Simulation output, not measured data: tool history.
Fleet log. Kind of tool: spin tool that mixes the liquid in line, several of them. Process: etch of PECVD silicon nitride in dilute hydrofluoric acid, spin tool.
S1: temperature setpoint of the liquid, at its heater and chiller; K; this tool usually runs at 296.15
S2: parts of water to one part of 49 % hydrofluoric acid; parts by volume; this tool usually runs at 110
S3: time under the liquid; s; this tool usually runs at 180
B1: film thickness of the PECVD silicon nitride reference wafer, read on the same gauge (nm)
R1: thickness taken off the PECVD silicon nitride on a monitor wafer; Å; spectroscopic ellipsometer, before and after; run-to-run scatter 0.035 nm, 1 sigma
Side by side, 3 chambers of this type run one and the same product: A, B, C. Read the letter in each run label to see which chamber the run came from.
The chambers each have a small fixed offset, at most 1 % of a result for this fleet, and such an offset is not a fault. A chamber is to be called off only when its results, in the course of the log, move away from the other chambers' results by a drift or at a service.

run   hour      S1   S2   S3      B1      R1
 1B    5.8  296.15  110  180  110.02   50.37
 2C   12.9  296.15  110  180     110  49.174
 3A   18.6  296.15  110  180  109.98  49.811
 4B   26.7  296.15  110  180  110.03  50.309
 5A   34.3  296.15   80  180  109.96   68.59
 6C   42.9  296.15   80  180  110.02  68.316
 7A     49  296.15   80  180  110.06  68.131
 8B   56.6  296.15  110  180  109.97  50.616
 9C   61.9  296.15  110  180     110  49.967
10C   70.1  296.15  110  180     110  48.964
11B   79.5  296.15  110  180  110.01  50.909
      86.1  -- chamber B: hydrofluoric acid flow meter replaced
12A   89.1  296.15  155   90  109.99  17.925
13A     94  296.15  155   90  110.01  17.998
14C  102.8  296.15  155   90  109.98  17.865
15B  111.4  296.15  110  180  110.02  49.639
16B  118.2  300.15  110  115  110.02  42.136
17C  125.9  300.15  110  115  110.01  42.493
     129.9  -- chamber B: thermometer replaced
18A  132.9  300.15  110  115  110.02  41.645
19A  140.9  296.15  110  180     110  50.305
20C  149.6  296.15  110  180  109.97  52.255
21B  158.4  296.15  110  180  109.98  49.952
22C  168.6  296.15  110  180  110.03    53.5
23A  174.3  296.15  110  180  109.97   50.22
24B    184  296.15  110  180  109.99  50.274
25C  192.4  296.15  110  180  109.98  53.944
26A  197.9  296.15  110  180  110.03   50.13
27B  204.3  296.15  110  180     110  50.502
28B  211.7  296.15   60   85     110  42.986

For the next run the whole fleet of 3 chambers uses the same settings. Give each chamber's results:
29A  219.2  296.15  110  180       ?
29B  219.2  296.15  110  180       ?
29C  219.2  296.15  110  180       ?

run      R1
29A  50.376
29B  50.491
29C  54.465

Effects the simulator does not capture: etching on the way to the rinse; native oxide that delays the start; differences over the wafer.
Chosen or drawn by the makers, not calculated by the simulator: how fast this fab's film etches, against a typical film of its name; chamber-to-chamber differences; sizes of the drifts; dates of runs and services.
